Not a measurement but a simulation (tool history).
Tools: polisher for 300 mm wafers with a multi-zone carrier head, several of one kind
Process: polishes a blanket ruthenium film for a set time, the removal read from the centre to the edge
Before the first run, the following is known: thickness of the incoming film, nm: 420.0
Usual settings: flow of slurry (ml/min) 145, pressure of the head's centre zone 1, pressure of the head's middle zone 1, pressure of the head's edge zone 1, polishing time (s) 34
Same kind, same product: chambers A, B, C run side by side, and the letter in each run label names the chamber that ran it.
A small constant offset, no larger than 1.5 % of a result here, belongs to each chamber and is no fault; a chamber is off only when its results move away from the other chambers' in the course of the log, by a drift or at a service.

run,day,flow of slurry (ml/min),pressure of the head's centre zone,pressure of the head's middle zone,pressure of the head's edge zone,polishing time (s),film removed at the wafer's centre (angstrom),film removed at mid-radius (angstrom),film removed at the wafer's edge (angstrom)
1C,0.358,145,1,1,1,34,331.64,333.77,330.97
2A,0.708,145,1,1,1,34,331.61,325.94,329.96
# day 0.825: chamber C: worn pad replaced by a new one
# day 1.1: chamber B: worn pad replaced by a new one
3B,1.275,145,1,1,1,34,329.34,330.59,329.31
4B,1.654,145,1,1,1,34,335.24,332.47,326.6
# day 1.942: chamber A: worn pad replaced by a new one
5C,2.2,145,1.07,1,1,34,356.72,336.27,330.47
6A,2.767,145,1.07,1,1,34,357.33,326.47,326.85
7B,3.358,145,1.07,1,1,34,353.66,335.2,334.02
8C,3.646,145,1,1,1,34,327.22,331.96,325.94
# day 3.808: chamber C: worn pad replaced by a new one
9A,3.929,145,1,1,1,34,326.21,323.43,326.8
10A,4.2,145,1,1,1,34,326.64,327.73,330.88
11C,4.712,145,1,1,1,34,332.57,331.07,332.01
# day 4.717: chamber A: worn pad replaced by a new one
12B,5.275,145,1,1,1,34,331.73,332.08,323.03
# day 5.525: chamber B: centre zone pressure recalibrated
13A,5.625,145,1,1,1,34,326.67,328.37,326.21
14C,6.154,145,1.04,1.05,1,34,343.04,343.8,330.2
# day 6.467: chamber B: worn pad replaced by a new one
15B,6.754,145,1.04,1.05,1,34,340.17,346.38,330.57
# day 7.096: chamber C: worn pad replaced by a new one
16A,7.221,145,1.04,1.05,1,34,341.87,337.36,331.55
17C,7.8,145,1,1,1,34,330.49,329.47,332.8
# day 7.817: chamber A: worn pad replaced by a new one
18B,8.133,145,1,1,1,34,323.66,330.97,325.21
# day 8.246: chamber C: edge zone pressure recalibrated
19C,8.642,145,1,1,1,34,331.51,330,326.88
20A,9.079,145,1,1,1,34,329.16,324.67,324.91
21B,9.671,145,1,1,1,34,323.32,327.6,323.53
# day 9.771: chamber C: worn pad replaced by a new one
22B,10.158,145,1,1,1,34,324.56,322.88,324.32
23A,10.725,180,1.1,1,1,34,377.96,338.24,341.85
24C,11.112,180,1.1,1,1,34,381.34,343.11,340.27
# day 11.246: chamber A: worn pad replaced by a new one
25A,11.671,180,1.1,1,1,34,380.11,333.28,338.92
# day 11.75: chamber B: worn pad replaced by a new one
# day 11.971: chamber B: edge zone pressure recalibrated
26C,12.088,145,0.91,1,1,41,356.78,401.23,403.31
# day 12.571: chamber A: edge zone pressure recalibrated
27B,12.583,145,0.91,1,1,41,352.09,390.8,387.7
# day 12.804: chamber C: worn pad replaced by a new one
# day 12.962: chamber A: slurry nozzle cleaned
28B,12.983,145,0.91,1,1,41,348.33,392.33,384.73
29A,13.267,145,1,1,1,34,328.13,326.19,331.79
30C,13.625,175,1,0.95,1,34,344.51,326.18,345.59
31C,14.121,175,1,0.95,1,34,339.12,322.95,337.65
# day 14.379: chamber A: worn pad replaced by a new one
32B,14.696,175,1,0.95,1,34,331.12,318.34,332.43
33A,15.067,145,1,1,1,34,328.88,327.38,332.16
34A,15.421,145,1,0.93,1,34,329.49,302.12,331.94
35B,15.679,145,1,0.93,1,34,315.81,299.72,323.42

Is one chamber off against the others, does the gauge drift, or is nothing wrong? If a chamber is off, say which, and what the likeliest cause is.

Little by little, chamber B moves away from the other chambers.
Cause: slurry flow missing at the pad, % = 14.6.

Here are 4 candidates for chamber B's next run, each the usual settings with a change, their results left as question marks. Which one brings its results back in line with what the others give on the usual settings?
In-line tolerance around the mean of the other chambers on the usual settings: film removed at the wafer's centre (angstrom) 7.4; film removed at mid-radius (angstrom) 7; film removed at the wafer's edge (angstrom) 9.2
36B-1,16.108,145,1,0.99,1,35,?,?,?
36B-2,16.108,145,1,1.01,1,33,?,?,?
36B-3,16.108,145,0.99,1.02,0.99,32,?,?,?
36B-4,16.108,145,1.01,0.99,1.01,36,?,?,?

Mean of the other chambers on the usual settings: film removed at the wafer's centre (angstrom) 328.44; film removed at mid-radius (angstrom) 327.92; film removed at the wafer's edge (angstrom) 330.64
run,film removed at the wafer's centre (angstrom),film removed at mid-radius (angstrom),film removed at the wafer's edge (angstrom)
36B-1,327.15,327.63,330.45
36B-2,308.5,314.64,311.48
36B-3,295.95,307.91,300.42
36B-4,340.13,336.97,341.67
36B-1 puts the chamber back in line with the other chambers.
